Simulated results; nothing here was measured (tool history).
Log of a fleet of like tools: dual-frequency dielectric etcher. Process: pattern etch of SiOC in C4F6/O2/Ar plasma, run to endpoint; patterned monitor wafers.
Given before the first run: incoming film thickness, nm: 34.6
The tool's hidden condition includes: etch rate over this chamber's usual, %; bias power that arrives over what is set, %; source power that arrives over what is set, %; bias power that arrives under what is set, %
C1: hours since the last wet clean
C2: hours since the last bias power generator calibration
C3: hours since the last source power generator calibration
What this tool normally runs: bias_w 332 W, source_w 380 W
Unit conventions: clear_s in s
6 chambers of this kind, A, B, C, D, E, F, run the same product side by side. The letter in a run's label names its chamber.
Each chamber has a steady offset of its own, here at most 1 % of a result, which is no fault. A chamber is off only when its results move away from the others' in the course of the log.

{"run": "1A", "day": 0.496, "bias_w": 332, "source_w": 380, "C1": 161.2, "C2": 593.0, "C3": 2610.0, "clear_s": 13.854}
{"run": "2D", "day": 0.754, "bias_w": 332, "source_w": 380, "C1": 194.3, "C2": 1472.2, "C3": 1839.4, "clear_s": 13.766}
{"run": "3B", "day": 1.092, "bias_w": 332, "source_w": 380, "C1": 146.9, "C2": 411.8, "C3": 1913.2, "clear_s": 13.539}
{"run": "4C", "day": 1.471, "bias_w": 332, "source_w": 380, "C1": 400.8, "C2": 2736.6, "C3": 2712.6, "clear_s": 13.942}
{"run": "5F", "day": 1.788, "bias_w": 332, "source_w": 380, "C1": 144.8, "C2": 3370.4, "C3": 3301.4, "clear_s": 13.652}
{"day": 1.867, "done": "chamber C: wet clean of the chamber"}
{"run": "6E", "day": 2.221, "bias_w": 332, "source_w": 380, "C1": 422.4, "C2": 690.7, "C3": 152.3, "clear_s": 13.77}
{"run": "7B", "day": 2.508, "bias_w": 332, "source_w": 380, "C1": 180.9, "C2": 445.8, "C3": 1947.2, "clear_s": 13.601}
{"day": 2.825, "done": "chamber D: bias power generator calibrated"}
{"run": "8E", "day": 2.938, "bias_w": 332, "source_w": 380, "C1": 439.6, "C2": 707.9, "C3": 169.5, "clear_s": 13.624}
{"run": "9F", "day": 3.229, "bias_w": 288, "source_w": 380, "C1": 179.4, "C2": 3405.0, "C3": 3336.0, "clear_s": 14.424}
{"run": "10C", "day": 3.458, "bias_w": 288, "source_w": 380, "C1": 38.2, "C2": 2784.3, "C3": 2760.3, "clear_s": 14.482}
{"run": "11A", "day": 3.858, "bias_w": 288, "source_w": 380, "C1": 241.9, "C2": 673.7, "C3": 2690.7, "clear_s": 14.493}
{"run": "12D", "day": 4.312, "bias_w": 288, "source_w": 380, "C1": 279.7, "C2": 35.8, "C3": 1924.8, "clear_s": 14.568}
{"run": "13E", "day": 4.85, "bias_w": 288, "source_w": 380, "C1": 485.5, "C2": 753.8, "C3": 215.4, "clear_s": 14.429}
{"run": "14C", "day": 5.208, "bias_w": 288, "source_w": 380, "C1": 80.2, "C2": 2826.3, "C3": 2802.3, "clear_s": 14.528}
{"run": "15A", "day": 5.467, "bias_w": 332, "source_w": 380, "C1": 280.5, "C2": 712.3, "C3": 2729.3, "clear_s": 13.743}
{"run": "16D", "day": 5.896, "bias_w": 332, "source_w": 380, "C1": 317.7, "C2": 73.8, "C3": 1962.8, "clear_s": 13.881}
{"run": "17F", "day": 6.225, "bias_w": 332, "source_w": 380, "C1": 251.3, "C2": 3476.9, "C3": 3407.9, "clear_s": 13.598}
{"day": 6.458, "done": "chamber E: wet clean of the chamber"}
{"run": "18B", "day": 6.725, "bias_w": 332, "source_w": 440, "C1": 282.1, "C2": 547.0, "C3": 2048.4, "clear_s": 12.91}
{"run": "19A", "day": 7.221, "bias_w": 332, "source_w": 440, "C1": 322.6, "C2": 754.4, "C3": 2771.4, "clear_s": 12.858}
{"run": "20E", "day": 7.571, "bias_w": 332, "source_w": 440, "C1": 26.8, "C2": 819.1, "C3": 280.7, "clear_s": 12.524}
{"run": "21B", "day": 7.892, "bias_w": 332, "source_w": 440, "C1": 310.1, "C2": 575.0, "C3": 2076.4, "clear_s": 12.957}
{"day": 8.092, "done": "chamber B: wet clean of the chamber"}
{"run": "22F", "day": 8.371, "bias_w": 332, "source_w": 440, "C1": 302.8, "C2": 3528.4, "C3": 3459.4, "clear_s": 12.935}
{"run": "23C", "day": 8.617, "bias_w": 332, "source_w": 440, "C1": 162.0, "C2": 2908.1, "C3": 2884.1, "clear_s": 13.054}
{"run": "24D", "day": 8.904, "bias_w": 332, "source_w": 380, "C1": 389.9, "C2": 146.0, "C3": 2035.0, "clear_s": 13.917}
{"run": "25B", "day": 9.275, "bias_w": 332, "source_w": 380, "C1": 28.5, "C2": 608.2, "C3": 2109.6, "clear_s": 13.499}
{"run": "26E", "day": 9.512, "bias_w": 332, "source_w": 380, "C1": 73.4, "C2": 865.7, "C3": 327.3, "clear_s": 13.281}
{"run": "27A", "day": 10.038, "bias_w": 272, "source_w": 340, "C1": 390.2, "C2": 822.0, "C3": 2839.0, "clear_s": 15.468}
{"run": "28C", "day": 10.517, "bias_w": 272, "source_w": 340, "C1": 207.6, "C2": 2953.7, "C3": 2929.7, "clear_s": 15.44}
{"run": "29F", "day": 10.975, "bias_w": 272, "source_w": 340, "C1": 365.3, "C2": 3590.9, "C3": 3521.9, "clear_s": 15.219}
{"run": "30D", "day": 11.279, "bias_w": 272, "source_w": 340, "C1": 446.9, "C2": 203.0, "C3": 2092.0, "clear_s": 15.51}
{"day": 11.388, "done": "chamber A: wet clean of the chamber"}
{"run": "31E", "day": 11.604, "bias_w": 272, "source_w": 340, "C1": 123.6, "C2": 915.9, "C3": 377.5, "clear_s": 14.955}
{"run": "32B", "day": 12.108, "bias_w": 272, "source_w": 340, "C1": 96.5, "C2": 676.2, "C3": 2177.6, "clear_s": 15.27}
{"run": "33D", "day": 12.608, "bias_w": 332, "source_w": 380, "C1": 478.8, "C2": 234.9, "C3": 2123.9, "clear_s": 13.833}
{"run": "34A", "day": 13.146, "bias_w": 332, "source_w": 380, "C1": 42.3, "C2": 896.6, "C3": 2913.6, "clear_s": 13.687}
{"day": 13.179, "done": "chamber C: source power generator calibrated"}
{"run": "35C", "day": 13.429, "bias_w": 332, "source_w": 380, "C1": 277.5, "C2": 3023.6, "C3": 6.1, "clear_s": 13.795}
{"run": "36F", "day": 13.679, "bias_w": 332, "source_w": 380, "C1": 430.2, "C2": 3655.8, "C3": 3586.8, "clear_s": 13.815}

What goes on in this fleet: one chamber off, a drifting gauge, or nothing beyond the chambers' own small offsets? Name the chamber and the cause, if any.

A service left chamber E off against the others.
Likeliest cause: etch rate over this chamber's usual, % = 3.56.

Chamber E could run next with any of the 4 candidate recipes listed below; each alters the usual settings, and their results appear as question marks. Which one brings its results back in line with what the other chambers deliver on the usual settings?
In line means no further than this from the other chambers' mean on the usual settings: clear_s 0.230 s
{"run": "37E-1", "day": 14.067, "bias_w": 335, "source_w": 380, "clear_s": "?"}
{"run": "37E-2", "day": 14.067, "bias_w": 297, "source_w": 380, "clear_s": "?"}
{"run": "37E-3", "day": 14.067, "bias_w": 332, "source_w": 370, "clear_s": "?"}
{"run": "37E-4", "day": 14.067, "bias_w": 367, "source_w": 380, "clear_s": "?"}

Mean of the other chambers on the usual settings: clear_s 13.736 s
run=37E-1 clear_s=13.152
run=37E-2 clear_s=13.721
run=37E-3 clear_s=13.329
run=37E-4 clear_s=12.730
Change 37E-2 lands the chamber within the allowed miss of the other chambers.

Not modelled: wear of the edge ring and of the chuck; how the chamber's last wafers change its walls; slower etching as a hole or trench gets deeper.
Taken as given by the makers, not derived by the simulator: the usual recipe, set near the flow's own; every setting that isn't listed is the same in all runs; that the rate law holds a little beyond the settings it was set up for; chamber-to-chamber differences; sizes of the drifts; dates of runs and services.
